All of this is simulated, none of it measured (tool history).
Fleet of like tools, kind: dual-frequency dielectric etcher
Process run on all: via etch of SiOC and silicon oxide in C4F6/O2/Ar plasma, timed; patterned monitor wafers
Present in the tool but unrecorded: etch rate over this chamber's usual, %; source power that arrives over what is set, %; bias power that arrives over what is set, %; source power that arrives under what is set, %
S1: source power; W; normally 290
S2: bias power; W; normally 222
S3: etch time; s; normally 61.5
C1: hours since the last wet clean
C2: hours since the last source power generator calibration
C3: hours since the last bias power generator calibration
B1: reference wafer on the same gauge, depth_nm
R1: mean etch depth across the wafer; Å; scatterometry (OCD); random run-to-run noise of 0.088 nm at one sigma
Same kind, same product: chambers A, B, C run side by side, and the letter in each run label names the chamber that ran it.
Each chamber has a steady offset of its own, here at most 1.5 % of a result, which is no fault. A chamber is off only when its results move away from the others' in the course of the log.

{"run": "1A", "day": 0.129, "S1": 290, "S2": 222, "S3": 61.5, "C1": 223.7, "C2": 1251.4, "C3": 2369.3, "B1": 75.795, "R1": 662.44}
{"run": "2B", "day": 0.262, "S1": 290, "S2": 222, "S3": 61.5, "C1": 241.2, "C2": 659.3, "C3": 2111.4, "B1": 75.778, "R1": 655.93}
{"run": "3C", "day": 0.496, "S1": 290, "S2": 222, "S3": 61.5, "C1": 255.8, "C2": 1127, "C3": 3375.3, "B1": 75.767, "R1": 652.1}
{"run": "4C", "day": 0.729, "S1": 290, "S2": 222, "S3": 61.5, "C1": 261.4, "C2": 1132.6, "C3": 3380.9, "B1": 75.773, "R1": 652.26}
{"run": "5A", "day": 0.954, "S1": 290, "S2": 222, "S3": 61.5, "C1": 243.5, "C2": 1271.2, "C3": 2389.1, "B1": 75.739, "R1": 662.17}
{"run": "6B", "day": 1.179, "S1": 290, "S2": 222, "S3": 61.5, "C1": 263.2, "C2": 681.3, "C3": 2133.4, "B1": 75.729, "R1": 655.97}
{"run": "7A", "day": 1.296, "S1": 290, "S2": 222, "S3": 61.5, "C1": 251.7, "C2": 1279.4, "C3": 2397.3, "B1": 75.72, "R1": 661.78}
{"run": "8B", "day": 1.475, "S1": 330, "S2": 222, "S3": 61.5, "C1": 270.3, "C2": 688.4, "C3": 2140.5, "B1": 75.724, "R1": 688.85}
{"run": "9C", "day": 1.65, "S1": 330, "S2": 222, "S3": 61.5, "C1": 283.5, "C2": 1154.7, "C3": 3403, "B1": 75.712, "R1": 684.02}
{"run": "10C", "day": 1.775, "S1": 330, "S2": 222, "S3": 61.5, "C1": 286.5, "C2": 1157.7, "C3": 3406, "B1": 75.715, "R1": 684.51}
{"run": "11B", "day": 1.938, "S1": 290, "S2": 222, "S3": 61.5, "C1": 281.4, "C2": 699.5, "C3": 2151.6, "B1": 75.722, "R1": 654.95}
{"run": "12A", "day": 2.075, "S1": 260, "S2": 241, "S3": 61.5, "C1": 270.4, "C2": 1298.1, "C3": 2416, "B1": 75.667, "R1": 653.57}
{"run": "13A", "day": 2.317, "S1": 260, "S2": 241, "S3": 61.5, "C1": 276.2, "C2": 1303.9, "C3": 2421.8, "B1": 75.712, "R1": 653.02}
{"run": "14C", "day": 2.521, "S1": 260, "S2": 241, "S3": 61.5, "C1": 304.4, "C2": 1175.6, "C3": 3423.9, "B1": 75.663, "R1": 641.58}
{"day": 2.679, "done": "chamber C: wet clean of the chamber"}
{"run": "15B", "day": 2.696, "S1": 290, "S2": 222, "S3": 61.5, "C1": 299.6, "C2": 717.7, "C3": 2169.8, "B1": 75.659, "R1": 655.73}
{"run": "16A", "day": 2.862, "S1": 290, "S2": 222, "S3": 61.5, "C1": 289.3, "C2": 1317, "C3": 2434.9, "B1": 75.663, "R1": 660.72}
{"run": "17C", "day": 3.067, "S1": 290, "S2": 222, "S3": 61.5, "C1": 9.3, "C2": 1188.7, "C3": 3437, "B1": 75.65, "R1": 649.77}
{"run": "18B", "day": 3.283, "S1": 290, "S2": 222, "S3": 61.5, "C1": 313.7, "C2": 731.8, "C3": 2183.9, "B1": 75.649, "R1": 654.57}
{"run": "19B", "day": 3.454, "S1": 290, "S2": 222, "S3": 61.5, "C1": 317.8, "C2": 735.9, "C3": 2188, "B1": 75.648, "R1": 656.76}
{"run": "20C", "day": 3.696, "S1": 290, "S2": 222, "S3": 61.5, "C1": 24.4, "C2": 1203.8, "C3": 3452.1, "B1": 75.622, "R1": 648.56}
{"run": "21A", "day": 3.933, "S1": 290, "S2": 222, "S3": 61.5, "C1": 315, "C2": 1342.7, "C3": 2460.6, "B1": 75.64, "R1": 660.82}
{"run": "22A", "day": 4.196, "S1": 290, "S2": 179, "S3": 61.5, "C1": 321.3, "C2": 1349, "C3": 2466.9, "B1": 75.608, "R1": 614.24}
{"run": "23C", "day": 4.404, "S1": 290, "S2": 179, "S3": 61.5, "C1": 41.4, "C2": 1220.8, "C3": 3469.1, "B1": 75.602, "R1": 605.71}
{"run": "24B", "day": 4.592, "S1": 290, "S2": 179, "S3": 61.5, "C1": 345.1, "C2": 763.2, "C3": 2215.3, "B1": 75.603, "R1": 607.07}
{"run": "25C", "day": 4.846, "S1": 230, "S2": 222, "S3": 61.5, "C1": 52, "C2": 1231.4, "C3": 3479.7, "B1": 75.571, "R1": 594.88}
{"run": "26A", "day": 5.038, "S1": 230, "S2": 222, "S3": 61.5, "C1": 341.5, "C2": 1369.2, "C3": 2487.1, "B1": 75.576, "R1": 606.25}
{"run": "27B", "day": 5.175, "S1": 230, "S2": 222, "S3": 61.5, "C1": 359.1, "C2": 777.2, "C3": 2229.3, "B1": 75.575, "R1": 598.66}
{"run": "28C", "day": 5.312, "S1": 290, "S2": 222, "S3": 61.5, "C1": 63.2, "C2": 1242.6, "C3": 3490.9, "B1": 75.579, "R1": 648.78}
{"run": "29B", "day": 5.5, "S1": 290, "S2": 268, "S3": 69, "C1": 366.9, "C2": 785, "C3": 2237.1, "B1": 75.556, "R1": 784.77}
{"run": "30A", "day": 5.75, "S1": 290, "S2": 268, "S3": 69, "C1": 358.6, "C2": 1386.3, "C3": 2504.2, "B1": 75.517, "R1": 790}
{"run": "31A", "day": 5.983, "S1": 290, "S2": 268, "S3": 69, "C1": 364.2, "C2": 1391.9, "C3": 2509.8, "B1": 75.485, "R1": 789.05}
{"run": "32C", "day": 6.171, "S1": 290, "S2": 222, "S3": 61.5, "C1": 83.8, "C2": 1263.2, "C3": 3511.5, "B1": 75.513, "R1": 647.98}
{"run": "33B", "day": 6.333, "S1": 290, "S2": 222, "S3": 61.5, "C1": 386.9, "C2": 805, "C3": 2257.1, "B1": 75.51, "R1": 653.92}
{"run": "34C", "day": 6.583, "S1": 290, "S2": 222, "S3": 61.5, "C1": 93.7, "C2": 1273.1, "C3": 3521.4, "B1": 75.496, "R1": 647.27}
{"run": "35B", "day": 6.817, "S1": 290, "S2": 222, "S3": 61.5, "C1": 398.5, "C2": 816.6, "C3": 2268.7, "B1": 75.467, "R1": 654.47}
{"run": "36A", "day": 7.021, "S1": 290, "S2": 222, "S3": 61.5, "C1": 389.1, "C2": 1416.8, "C3": 2534.7, "B1": 75.471, "R1": 660.27}
{"run": "37B", "day": 7.246, "S1": 290, "S2": 222, "S3": 61.5, "C1": 408.8, "C2": 826.9, "C3": 2279, "B1": 75.456, "R1": 653.94}
{"run": "38A", "day": 7.375, "S1": 290, "S2": 222, "S3": 61.5, "C1": 397.6, "C2": 1425.3, "C3": 2543.2, "B1": 75.458, "R1": 660.03}
{"run": "39C", "day": 7.608, "S1": 290, "S2": 222, "S3": 61.5, "C1": 118.3, "C2": 1297.7, "C3": 3546, "B1": 75.451, "R1": 648.7}
{"run": "40A", "day": 7.821, "S1": 290, "S2": 222, "S3": 61.5, "C1": 408.3, "C2": 1436, "C3": 2553.9, "B1": 75.43, "R1": 659.65}
{"run": "41B", "day": 7.971, "S1": 290, "S2": 222, "S3": 61.5, "C1": 426.2, "C2": 844.3, "C3": 2296.4, "B1": 75.447, "R1": 653.4}
{"run": "42C", "day": 8.208, "S1": 230, "S2": 222, "S3": 54, "C1": 132.7, "C2": 1312.1, "C3": 3560.4, "B1": 75.407, "R1": 521.1}
{"run": "43B", "day": 8.462, "S1": 230, "S2": 222, "S3": 54, "C1": 438, "C2": 856.1, "C3": 2308.2, "B1": 75.401, "R1": 524.21}
{"run": "44A", "day": 8.683, "S1": 230, "S2": 222, "S3": 54, "C1": 429, "C2": 1456.7, "C3": 2574.6, "B1": 75.39, "R1": 529.72}

What goes on in this fleet: one chamber off, a drifting gauge, or nothing beyond the chambers' own small offsets? Name the chamber and the cause, if any.

Every chamber seems to shift together because the gauge that measures them all drifts; the chambers themselves are fine.
Likeliest cause: gauge reads low (%) = 0.548.
